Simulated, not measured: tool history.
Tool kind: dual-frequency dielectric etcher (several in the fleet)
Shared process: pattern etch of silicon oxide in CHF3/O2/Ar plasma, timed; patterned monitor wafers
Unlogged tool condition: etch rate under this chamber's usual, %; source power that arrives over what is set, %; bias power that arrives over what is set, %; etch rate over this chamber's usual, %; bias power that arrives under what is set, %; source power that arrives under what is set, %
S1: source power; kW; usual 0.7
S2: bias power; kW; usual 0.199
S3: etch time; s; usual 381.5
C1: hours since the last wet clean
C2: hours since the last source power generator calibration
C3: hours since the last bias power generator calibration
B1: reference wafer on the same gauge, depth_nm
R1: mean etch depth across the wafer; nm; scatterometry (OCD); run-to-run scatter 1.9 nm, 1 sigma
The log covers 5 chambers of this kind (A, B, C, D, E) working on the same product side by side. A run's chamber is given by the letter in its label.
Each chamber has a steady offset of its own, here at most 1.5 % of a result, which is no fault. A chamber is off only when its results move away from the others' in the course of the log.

run 1B day=0.425 | S1=0.7 S2=0.199 S3=381.5 | C1=109.6 C2=1158.5 C3=70.7 | B1=732.24 | R1=815.44
run 2D day=0.838 | S1=0.7 S2=0.199 S3=381.5 | C1=525.6 C2=472.2 C3=1622.9 | B1=732.53 | R1=835.74
run 3C day=1.4 | S1=0.7 S2=0.199 S3=381.5 | C1=255.7 C2=732.4 C3=360.7 | B1=732.33 | R1=822.76
run 4E day=1.904 | S1=0.7 S2=0.199 S3=381.5 | C1=148 C2=1891.7 C3=901.7 | B1=731.63 | R1=822.58
run 5A day=2.221 | S1=0.7 S2=0.199 S3=381.5 | C1=298.7 C2=2704.1 C3=2038.6 | B1=731.93 | R1=824.75
run 6C day=2.55 | S1=0.7 S2=0.199 S3=381.5 | C1=283.3 C2=760 C3=388.3 | B1=731.77 | R1=823.52
run 7A day=3.112 | S1=0.7 S2=0.165 S3=438 | C1=320.1 C2=2725.5 C3=2060 | B1=731.86 | R1=889.41
run 8D day=3.471 | S1=0.7 S2=0.165 S3=438 | C1=588.8 C2=535.4 C3=1686.1 | B1=732.12 | R1=898.22
run 9B day=4.129 | S1=0.7 S2=0.165 S3=438 | C1=198.5 C2=1247.4 C3=159.6 | B1=732.16 | R1=881.73
run 10E day=4.625 | S1=0.7 S2=0.165 S3=438 | C1=213.3 C2=1957 C3=967 | B1=731.96 | R1=887.82
run 11E day=4.917 | S1=0.7 S2=0.165 S3=438 | C1=220.3 C2=1964 C3=974 | B1=732.19 | R1=887.84
-- day=4.933 chamber D: wet clean of the chamber
run 12C day=5.488 | S1=0.7 S2=0.199 S3=381.5 | C1=353.8 C2=830.5 C3=458.8 | B1=732.4 | R1=822.67
run 13D day=6.05 | S1=0.7 S2=0.199 S3=381.5 | C1=26.8 C2=597.3 C3=1748 | B1=732.08 | R1=832.45
run 14B day=6.704 | S1=0.7 S2=0.199 S3=381.5 | C1=260.3 C2=1309.2 C3=221.4 | B1=731.8 | R1=818.29
run 15A day=7.183 | S1=0.7 S2=0.199 S3=381.5 | C1=417.8 C2=2823.2 C3=2157.7 | B1=731.81 | R1=824.61
run 16B day=7.746 | S1=0.7 S2=0.199 S3=381.5 | C1=285.3 C2=1334.2 C3=246.4 | B1=731.73 | R1=818.97
run 17D day=8.129 | S1=0.7 S2=0.199 S3=381.5 | C1=76.7 C2=647.2 C3=1797.9 | B1=732.24 | R1=829.02
run 18A day=8.758 | S1=0.7 S2=0.199 S3=381.5 | C1=455.6 C2=2861 C3=2195.5 | B1=731.83 | R1=826.29
run 19C day=9.092 | S1=0.7 S2=0.199 S3=381.5 | C1=440.3 C2=917 C3=545.3 | B1=732.03 | R1=825.37
run 20E day=9.662 | S1=0.7 S2=0.199 S3=381.5 | C1=334.2 C2=2077.9 C3=1087.9 | B1=732.01 | R1=824.22
run 21C day=10.217 | S1=0.7 S2=0.199 S3=381.5 | C1=467.3 C2=944 C3=572.3 | B1=732.08 | R1=824.61
run 22D day=10.562 | S1=0.7 S2=0.199 S3=381.5 | C1=135.1 C2=705.6 C3=1856.3 | B1=732.13 | R1=832.39
run 23E day=10.958 | S1=0.7 S2=0.237 S3=381.5 | C1=365.3 C2=2109 C3=1119 | B1=732.16 | R1=876.35
run 24A day=11.275 | S1=0.7 S2=0.237 S3=381.5 | C1=516 C2=2921.4 C3=2255.9 | B1=732.48 | R1=874.29
run 25B day=11.733 | S1=0.7 S2=0.237 S3=381.5 | C1=381 C2=1429.9 C3=342.1 | B1=732.08 | R1=870.63
-- day=12.025 chamber E: wet clean of the chamber
run 26E day=12.117 | S1=0.7 S2=0.237 S3=381.5 | C1=2.3 C2=2136.8 C3=1146.8 | B1=732.44 | R1=872.85
-- day=12.525 chamber C: wet clean of the chamber
run 27D day=12.767 | S1=0.7 S2=0.237 S3=381.5 | C1=188 C2=758.5 C3=1909.2 | B1=732.19 | R1=884.19
run 28B day=13.275 | S1=0.7 S2=0.199 S3=381.5 | C1=418 C2=1466.9 C3=379.1 | B1=731.86 | R1=819.55
run 29C day=13.692 | S1=0.7 S2=0.199 S3=381.5 | C1=28.1 C2=1027.4 C3=655.7 | B1=731.93 | R1=824.09
-- day=13.762 chamber B: wet clean of the chamber
run 30A day=14.175 | S1=0.7 S2=0.199 S3=381.5 | C1=585.6 C2=2991 C3=2325.5 | B1=732.17 | R1=824.34
run 31D day=14.762 | S1=0.7 S2=0.199 S3=381.5 | C1=235.9 C2=806.4 C3=1957.1 | B1=732 | R1=833.74
run 32E day=15.229 | S1=0.7 S2=0.199 S3=381.5 | C1=77 C2=2211.5 C3=1221.5 | B1=732.12 | R1=824.55
run 33C day=15.554 | S1=0.56 S2=0.199 S3=302.5 | C1=72.8 C2=1072.1 C3=700.4 | B1=731.82 | R1=600.52
run 34A day=15.925 | S1=0.56 S2=0.199 S3=302.5 | C1=627.6 C2=3033 C3=2367.5 | B1=732 | R1=600.06
run 35B day=16.496 | S1=0.56 S2=0.199 S3=302.5 | C1=65.7 C2=1544.2 C3=456.4 | B1=731.65 | R1=596.23
run 36E day=16.804 | S1=0.56 S2=0.199 S3=302.5 | C1=114.8 C2=2249.3 C3=1259.3 | B1=732.24 | R1=601.2
run 37A day=17.138 | S1=0.56 S2=0.199 S3=302.5 | C1=656.7 C2=3062.1 C3=2396.6 | B1=732.49 | R1=599.79

All 5 chambers run these settings next. Forecast each chamber's results:
run 38A day=17.621 | S1=0.7 S2=0.199 S3=381.5 | R1=?
run 38B day=17.621 | S1=0.7 S2=0.199 S3=381.5 | R1=?
run 38C day=17.621 | S1=0.7 S2=0.199 S3=381.5 | R1=?
run 38D day=17.621 | S1=0.7 S2=0.199 S3=381.5 | R1=?
run 38E day=17.621 | S1=0.7 S2=0.199 S3=381.5 | R1=?

run=38A R1=823.59
run=38B R1=818.9
run=38C R1=825.2
run=38D R1=831.29
run=38E R1=819.81
